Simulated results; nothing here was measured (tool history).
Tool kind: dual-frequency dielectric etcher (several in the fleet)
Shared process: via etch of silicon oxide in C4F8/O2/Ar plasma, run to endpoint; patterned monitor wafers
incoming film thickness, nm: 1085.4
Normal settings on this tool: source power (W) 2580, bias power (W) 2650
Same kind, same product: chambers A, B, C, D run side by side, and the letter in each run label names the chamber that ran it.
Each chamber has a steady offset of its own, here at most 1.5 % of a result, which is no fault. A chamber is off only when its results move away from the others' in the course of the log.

| run | hour | source power (W) | bias power (W) | endpoint time (s) |
|---|---|---|---|---|
|  | 0.9 | chamber D: wet clean of the chamber |
| 1D | 10 | 2580 | 2650 | 176.81 |
| 2C | 16 | 2580 | 2650 | 176.44 |
| 3B | 25.5 | 2580 | 2650 | 176.96 |
| 4A | 32.5 | 2580 | 2650 | 177.89 |
|  | 32.6 | chamber D: bias power generator calibrated |
| 5C | 40.4 | 2580 | 2650 | 177.58 |
| 6D | 50.3 | 2580 | 2650 | 177.66 |
| 7A | 59.2 | 2580 | 2650 | 178.76 |
| 8B | 67 | 2580 | 2650 | 178.8 |
| 9D | 77.7 | 2580 | 2650 | 175.78 |
| 10C | 84.7 | 2580 | 2650 | 177.88 |
| 11B | 95.2 | 2580 | 2650 | 177.73 |
| 12A | 104.4 | 2580 | 2650 | 177.09 |
| 13C | 110.4 | 2580 | 2650 | 175.83 |
| 14D | 115.5 | 2580 | 2650 | 176.15 |
|  | 118.2 | chamber B: wet clean of the chamber |
| 15A | 120.8 | 2580 | 2650 | 177.28 |
| 16B | 128.5 | 2580 | 2650 | 185.34 |
| 17C | 137.9 | 2580 | 2650 | 176.06 |
| 18A | 146.7 | 2580 | 2650 | 177.83 |
|  | 149.4 | chamber C: source power generator calibrated |
| 19D | 153.8 | 2580 | 2650 | 175.93 |
| 20B | 163.8 | 2370 | 2133 | 203.3 |
| 21C | 169.8 | 2370 | 2133 | 193.79 |
| 22D | 179.5 | 2370 | 2133 | 195.68 |
| 23A | 188.4 | 2370 | 2133 | 195.86 |
| 24B | 194.3 | 2580 | 2650 | 184.85 |
| 25B | 201.2 | 2820 | 3099 | 171.51 |
| 26C | 209.4 | 2820 | 3099 | 163.09 |
| 27A | 215.6 | 2820 | 3099 | 164.2 |
| 28D | 223.5 | 2820 | 3099 | 161.97 |
| 29B | 231 | 2580 | 2650 | 185.6 |
| 30C | 240 | 2580 | 2650 | 176.85 |
| 31D | 249.2 | 2580 | 2650 | 176.5 |
| 32A | 258.3 | 2580 | 2650 | 177.43 |
| 33B | 265.7 | 2580 | 2650 | 185.68 |
| 34D | 274.3 | 3050 | 2445 | 169.08 |
| 35C | 281.2 | 3050 | 2445 | 168.79 |

Next, all 4 chambers run the settings below, one line each with question marks for the results. What does each chamber give?
| 36A | 288.9 | 2580 | 2429 | ? |
| 36B | 288.9 | 2580 | 2429 | ? |
| 36C | 288.9 | 2580 | 2429 | ? |
| 36D | 288.9 | 2580 | 2429 | ? |

| run | endpoint time (s) |
|---|---|
| 36A | 182.92 |
| 36B | 190.13 |
| 36C | 181.25 |
| 36D | 179.5 |

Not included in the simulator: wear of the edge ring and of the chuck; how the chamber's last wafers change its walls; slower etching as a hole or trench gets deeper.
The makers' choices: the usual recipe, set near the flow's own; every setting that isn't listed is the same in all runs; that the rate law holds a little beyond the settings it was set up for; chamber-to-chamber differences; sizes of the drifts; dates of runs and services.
